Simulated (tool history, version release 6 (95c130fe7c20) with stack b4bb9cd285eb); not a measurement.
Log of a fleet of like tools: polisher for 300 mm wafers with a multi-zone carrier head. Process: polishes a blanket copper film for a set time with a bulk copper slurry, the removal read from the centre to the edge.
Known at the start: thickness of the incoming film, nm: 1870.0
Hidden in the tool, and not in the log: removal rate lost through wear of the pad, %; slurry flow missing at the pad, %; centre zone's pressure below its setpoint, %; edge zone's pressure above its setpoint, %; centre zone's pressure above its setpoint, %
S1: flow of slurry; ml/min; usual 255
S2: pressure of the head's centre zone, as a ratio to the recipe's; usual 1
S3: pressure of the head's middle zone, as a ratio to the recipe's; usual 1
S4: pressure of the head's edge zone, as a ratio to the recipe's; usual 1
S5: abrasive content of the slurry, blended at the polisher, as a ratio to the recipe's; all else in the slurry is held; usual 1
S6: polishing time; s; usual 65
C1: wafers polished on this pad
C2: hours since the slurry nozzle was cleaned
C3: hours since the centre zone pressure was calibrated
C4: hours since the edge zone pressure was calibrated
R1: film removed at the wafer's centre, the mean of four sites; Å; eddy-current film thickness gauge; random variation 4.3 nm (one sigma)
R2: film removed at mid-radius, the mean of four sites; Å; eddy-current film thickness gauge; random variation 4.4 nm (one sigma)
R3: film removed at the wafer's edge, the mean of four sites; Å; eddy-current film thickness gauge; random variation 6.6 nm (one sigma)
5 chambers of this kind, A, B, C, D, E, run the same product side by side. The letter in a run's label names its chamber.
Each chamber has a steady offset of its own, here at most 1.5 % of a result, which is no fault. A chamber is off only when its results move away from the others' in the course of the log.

run,day,S1,S2,S3,S4,S5,S6,C1,C2,C3,C4,R1,R2,R3
# day 0.196: chamber C: worn pad replaced by a new one
# day 0.488: chamber D: worn pad replaced by a new one
1D,0.521,255,1,1,1,1,65,10,54.6,588,213.1,5594.8,5491.5,5507.9
2B,0.933,255,1,1,1,1,65,333,412.2,244.4,591.7,5572.7,5561.1,5508.6
3A,1.362,255,1,1,1,1,65,617,169.7,1136.1,755.8,5417.9,5569.1,5573
# day 1.538: chamber A: centre zone pressure recalibrated
4E,1.612,255,1,1,1,1,65,618,104.9,435.8,303.8,5466.3,5613.2,5570
5C,1.896,255,1,1,1,1,65,496,652,302.9,1344.6,5506.9,5503.8,5366
# day 2.117: chamber E: worn pad replaced by a new one
6A,2.283,255,1,1,1.04,0.8,65,885,191.8,18,777.9,5215.1,5266.2,5472.1
# day 2.529: chamber B: slurry nozzle cleaned
# day 2.654: chamber A: worn pad replaced by a new one
# day 2.729: chamber E: centre zone pressure recalibrated
7D,2.775,255,1,1,1.04,0.8,65,667,108.7,642.1,267.2,5321.5,5201.6,5417.8
8B,3.108,255,1,1,1.04,0.8,65,968,13.9,296.6,643.9,5247.5,5210.4,5449.1
# day 3.142: chamber D: worn pad replaced by a new one
9E,3.479,255,1,1,1.04,0.8,65,397,149.7,18,348.6,5294.5,5300.9,5353.2
# day 3.833: chamber B: worn pad replaced by a new one
10C,3.938,255,1,1,1.04,0.8,65,1091,701,351.9,1393.6,5235.3,5295.2,5342.8
# day 4.242: chamber C: worn pad replaced by a new one
11A,4.288,255,1,1,1,1,65,477,239.9,66.1,826,5511.7,5515.6,5476.6
# day 4.638: chamber A: edge zone pressure recalibrated
12C,4.758,170,1,1,1,1,65,151,720.7,371.6,1413.3,5152.8,5263.2,5237.7
# day 5.008: chamber C: edge zone pressure recalibrated
13D,5.142,170,1,1,1,1,65,584,165.5,698.9,324,5234.4,5108.9,5268.5
# day 5.158: chamber E: worn pad replaced by a new one
14B,5.558,170,1,1,1,1,65,503,72.7,355.4,702.7,5127.9,5184.1,5318.2
# day 5.671: chamber A: worn pad replaced by a new one
# day 5.692: chamber D: worn pad replaced by a new one
15E,6.004,170,1,1,1,1,65,247,210.3,78.6,409.2,5164.6,5167.5,5240.1
16A,6.404,170,1,1,1,1,65,214,290.7,116.9,42.5,5076.1,5209.4,5196.3
# day 6.8: chamber D: slurry nozzle cleaned
17D,6.921,255,1,1,1,1,65,358,2.9,741.6,366.7,5539.4,5501.6,5469.4
18E,7.162,255,1,1,1,1,65,585,238.1,106.4,437,5530.3,5552,5380.3
19C,7.438,255,1,1,1,1,65,932,785,435.9,58.3,5475.2,5539.7,5431.5
# day 7.567: chamber B: worn pad replaced by a new one
20B,7.767,255,1,1,1,1,65,59,125.7,408.4,755.7,5509,5526.3,5495
# day 7.854: chamber D: edge zone pressure recalibrated
# day 7.904: chamber E: worn pad replaced by a new one
21D,8.108,255,1,1,1,1,65,705,31.4,770.1,6.1,5555.4,5569.6,5546.9
# day 8.379: chamber C: worn pad replaced by a new one
# day 8.492: chamber C: slurry nozzle cleaned
22C,8.508,255,1,1,1,1,65,38,0.5,461.6,84,5624.8,5566.8,5524.4
# day 8.671: chamber D: worn pad replaced by a new one
# day 8.708: chamber A: worn pad replaced by a new one
23E,8.858,255,1,1,1,1,65,279,278.8,147.1,477.7,5476.7,5563.9,5436.3
# day 8.921: chamber D: centre zone pressure recalibrated
# day 9.204: chamber A: slurry nozzle cleaned
24A,9.325,255,1,1,1.06,1,82,180,3,187,112.6,6930.6,7052.9,7067.6
25B,9.583,255,1,1,1.06,1,82,588,169.3,452,799.3,6939.4,6992.6,7125.3
26D,9.938,255,1,1,1.06,1,82,369,75.3,24.5,50,6985.8,6897.9,7145.4
27B,10.342,255,1,1,1.06,1,82,809,187.5,470.2,817.5,6840,7002.5,7015.9
# day 10.525: chamber E: slurry nozzle cleaned
# day 10.667: chamber E: worn pad replaced by a new one
28E,10.858,255,1,1,1.06,1,82,56,8.1,195.1,525.7,6894.3,7025.4,7195.3
29A,11.183,255,1,1,1,1,65,722,47.6,231.6,157.2,5433.2,5581.8,5497.3
# day 11.421: chamber A: worn pad replaced by a new one
30C,11.471,255,1,1,1,1,65,902,71.6,532.7,155.1,5550.5,5505,5424
# day 11.721: chamber B: worn pad replaced by a new one
31A,11.8,255,1,1,1,1,65,111,62.4,246.4,172,5443.8,5471.4,5526.5
# day 11.921: chamber D: worn pad replaced by a new one
32E,12.262,315,1.11,1,1,1,65,466,41.8,228.8,559.4,6302.9,5725.2,5656.3
33C,12.662,315,1.11,1,1,1,65,1249,100.2,561.3,183.7,6286,5652.3,5532.8
34D,13.162,315,1.11,1,1,1,65,362,152.7,101.9,127.4,6545.4,5636.8,5644.9
# day 13.283: chamber E: worn pad replaced by a new one
35B,13.425,315,1.11,1,1,1,65,497,261.5,544.2,891.5,6307.7,5668.3,5783.6
36E,13.804,315,1.11,1,1,1,65,152,78.8,265.8,596.4,6289.2,5664.7,5589.8
37B,14.225,255,1,1,1,1,65,731,280.7,563.4,910.7,5541.8,5411.7,5530.8

What goes on in this fleet: one chamber off, a drifting gauge, or nothing beyond the chambers' own small offsets? Name the chamber and the cause, if any.

No chamber stands off beyond its own small offset, and the gauge holds steady.
